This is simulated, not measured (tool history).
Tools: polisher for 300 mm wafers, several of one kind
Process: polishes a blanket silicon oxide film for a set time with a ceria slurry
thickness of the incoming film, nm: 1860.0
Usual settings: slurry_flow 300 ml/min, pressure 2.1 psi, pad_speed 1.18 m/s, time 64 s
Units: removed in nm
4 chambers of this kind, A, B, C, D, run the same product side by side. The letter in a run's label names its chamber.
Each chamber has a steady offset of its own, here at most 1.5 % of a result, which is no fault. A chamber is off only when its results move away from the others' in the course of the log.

run 1A hour=7.7 | slurry_flow=300 pressure=2.1 pad_speed=1.18 time=64 | removed=220.17
-- hour=9.0 chamber D: worn pad replaced by a new one
run 2B hour=18.7 | slurry_flow=300 pressure=2.1 pad_speed=1.18 time=64 | removed=219.05
run 3C hour=28.0 | slurry_flow=300 pressure=2.1 pad_speed=1.18 time=64 | removed=225.35
-- hour=37.9 chamber C: worn pad replaced by a new one
run 4D hour=38.4 | slurry_flow=300 pressure=2.1 pad_speed=1.18 time=64 | removed=225.72
-- hour=45.8 chamber D: head pressure recalibrated
run 5D hour=50.1 | slurry_flow=300 pressure=2.1 pad_speed=1.52 time=64 | removed=282.30
-- hour=56.1 chamber C: slurry nozzle cleaned
run 6C hour=57.8 | slurry_flow=300 pressure=2.1 pad_speed=1.52 time=64 | removed=282.59
run 7A hour=66.4 | slurry_flow=300 pressure=2.1 pad_speed=1.52 time=64 | removed=282.76
-- hour=69.4 chamber B: worn pad replaced by a new one
run 8B hour=76.1 | slurry_flow=300 pressure=2.1 pad_speed=1.52 time=64 | removed=284.78
run 9A hour=83.2 | slurry_flow=300 pressure=2.1 pad_speed=1.18 time=64 | removed=213.39
run 10C hour=90.6 | slurry_flow=300 pressure=2.1 pad_speed=1.18 time=64 | removed=222.17
-- hour=96.3 chamber D: worn pad replaced by a new one
run 11D hour=104.1 | slurry_flow=300 pressure=2.1 pad_speed=1.18 time=64 | removed=219.00
-- hour=110.4 chamber A: slurry nozzle cleaned
run 12B hour=115.4 | slurry_flow=300 pressure=2.1 pad_speed=1.18 time=64 | removed=221.78
-- hour=123.9 chamber B: slurry nozzle cleaned
run 13C hour=129.9 | slurry_flow=300 pressure=2.1 pad_speed=1.48 time=64 | removed=280.93
-- hour=132.5 chamber C: worn pad replaced by a new one
run 14D hour=144.6 | slurry_flow=300 pressure=2.1 pad_speed=1.48 time=64 | removed=282.01
-- hour=150.3 chamber D: slurry nozzle cleaned
run 15B hour=153.8 | slurry_flow=300 pressure=2.1 pad_speed=1.48 time=64 | removed=277.71
-- hour=154.1 chamber B: worn pad replaced by a new one
run 16A hour=163.5 | slurry_flow=300 pressure=2.1 pad_speed=1.48 time=64 | removed=268.52
run 17C hour=172.1 | slurry_flow=300 pressure=2.1 pad_speed=1.18 time=64 | removed=224.29
run 18D hour=179.1 | slurry_flow=300 pressure=2.1 pad_speed=1.52 time=64 | removed=291.36
-- hour=179.9 chamber D: worn pad replaced by a new one
run 19A hour=188.0 | slurry_flow=300 pressure=2.1 pad_speed=1.52 time=64 | removed=272.77
run 20B hour=198.7 | slurry_flow=300 pressure=2.1 pad_speed=1.52 time=64 | removed=289.11
run 21A hour=207.3 | slurry_flow=300 pressure=2.1 pad_speed=1.52 time=64 | removed=274.68
run 22C hour=219.9 | slurry_flow=300 pressure=2.1 pad_speed=1.18 time=64 | removed=219.39
-- hour=232.6 chamber C: worn pad replaced by a new one
run 23D hour=234.8 | slurry_flow=300 pressure=2.7 pad_speed=1.18 time=64 | removed=281.35
run 24B hour=246.6 | slurry_flow=300 pressure=2.7 pad_speed=1.18 time=64 | removed=286.67
-- hour=254.7 chamber B: worn pad replaced by a new one
run 25A hour=259.5 | slurry_flow=300 pressure=2.7 pad_speed=1.18 time=64 | removed=265.24
-- hour=259.6 chamber C: head pressure recalibrated
run 26C hour=266.5 | slurry_flow=300 pressure=2.7 pad_speed=1.18 time=64 | removed=284.29
run 27D hour=273.5 | slurry_flow=300 pressure=1.7 pad_speed=1.00 time=64 | removed=150.72
-- hour=277.2 chamber D: worn pad replaced by a new one
run 28B hour=286.9 | slurry_flow=300 pressure=1.7 pad_speed=1.00 time=64 | removed=152.80
-- hour=294.3 chamber C: slurry nozzle cleaned
run 29C hour=300.3 | slurry_flow=300 pressure=1.7 pad_speed=1.00 time=64 | removed=148.71
run 30D hour=312.4 | slurry_flow=300 pressure=1.7 pad_speed=1.00 time=64 | removed=157.05
run 31A hour=325.4 | slurry_flow=300 pressure=2.6 pad_speed=1.18 time=64 | removed=251.67
-- hour=334.6 chamber C: worn pad replaced by a new one
-- hour=337.6 chamber B: worn pad replaced by a new one
run 32B hour=338.6 | slurry_flow=300 pressure=2.6 pad_speed=1.18 time=64 | removed=274.68
run 33B hour=348.2 | slurry_flow=300 pressure=2.6 pad_speed=1.18 time=64 | removed=272.95
run 34D hour=358.8 | slurry_flow=300 pressure=2.6 pad_speed=1.18 time=64 | removed=282.45
-- hour=366.9 chamber D: worn pad replaced by a new one
-- hour=372.3 chamber D: slurry nozzle cleaned
run 35A hour=374.0 | slurry_flow=300 pressure=2.1 pad_speed=1.18 time=64 | removed=197.52
run 36C hour=384.8 | slurry_flow=245 pressure=2.1 pad_speed=1.18 time=64 | removed=218.81
run 37B hour=392.2 | slurry_flow=245 pressure=2.1 pad_speed=1.18 time=64 | removed=210.02
run 38A hour=406.2 | slurry_flow=245 pressure=2.1 pad_speed=1.18 time=64 | removed=195.65
run 39D hour=419.7 | slurry_flow=245 pressure=2.1 pad_speed=1.18 time=64 | removed=220.84
run 40C hour=432.5 | slurry_flow=300 pressure=2.1 pad_speed=1.18 time=64 | removed=219.40
run 41D hour=440.5 | slurry_flow=300 pressure=2.1 pad_speed=1.18 time=64 | removed=222.29

Is one chamber off against the others, does the gauge drift, or is nothing wrong? If a chamber is off, say which, and what the likeliest cause is.

Chamber A drifts away from the others.
Cause: removal rate lost through wear of the pad, % = 11.8.
The log may not tell that from: head's pressure below its setpoint, %.

Here are 4 candidates for chamber A's next run, each the usual settings with a change, their results left as question marks. Which one brings its results back in line with what the others give on the usual settings?
In line means no further than this from the other chambers' mean on the usual settings: removed 9.00 nm
run 42A-1 hour=451.5 | slurry_flow=300 pressure=2.1 pad_speed=1.26 time=68 | removed=?
run 42A-2 hour=451.5 | slurry_flow=300 pressure=2.1 pad_speed=1.54 time=64 | removed=?
run 42A-3 hour=451.5 | slurry_flow=300 pressure=1.9 pad_speed=1.08 time=59 | removed=?
run 42A-4 hour=451.5 | slurry_flow=300 pressure=2.0 pad_speed=1.14 time=62 | removed=?

The other chambers' mean on the usual settings: removed 220.98 nm
run=42A-1 removed=219.45
run=42A-2 removed=252.27
run=42A-3 removed=147.86
run=42A-4 removed=172.54
42A-1 brings the chamber back in line.

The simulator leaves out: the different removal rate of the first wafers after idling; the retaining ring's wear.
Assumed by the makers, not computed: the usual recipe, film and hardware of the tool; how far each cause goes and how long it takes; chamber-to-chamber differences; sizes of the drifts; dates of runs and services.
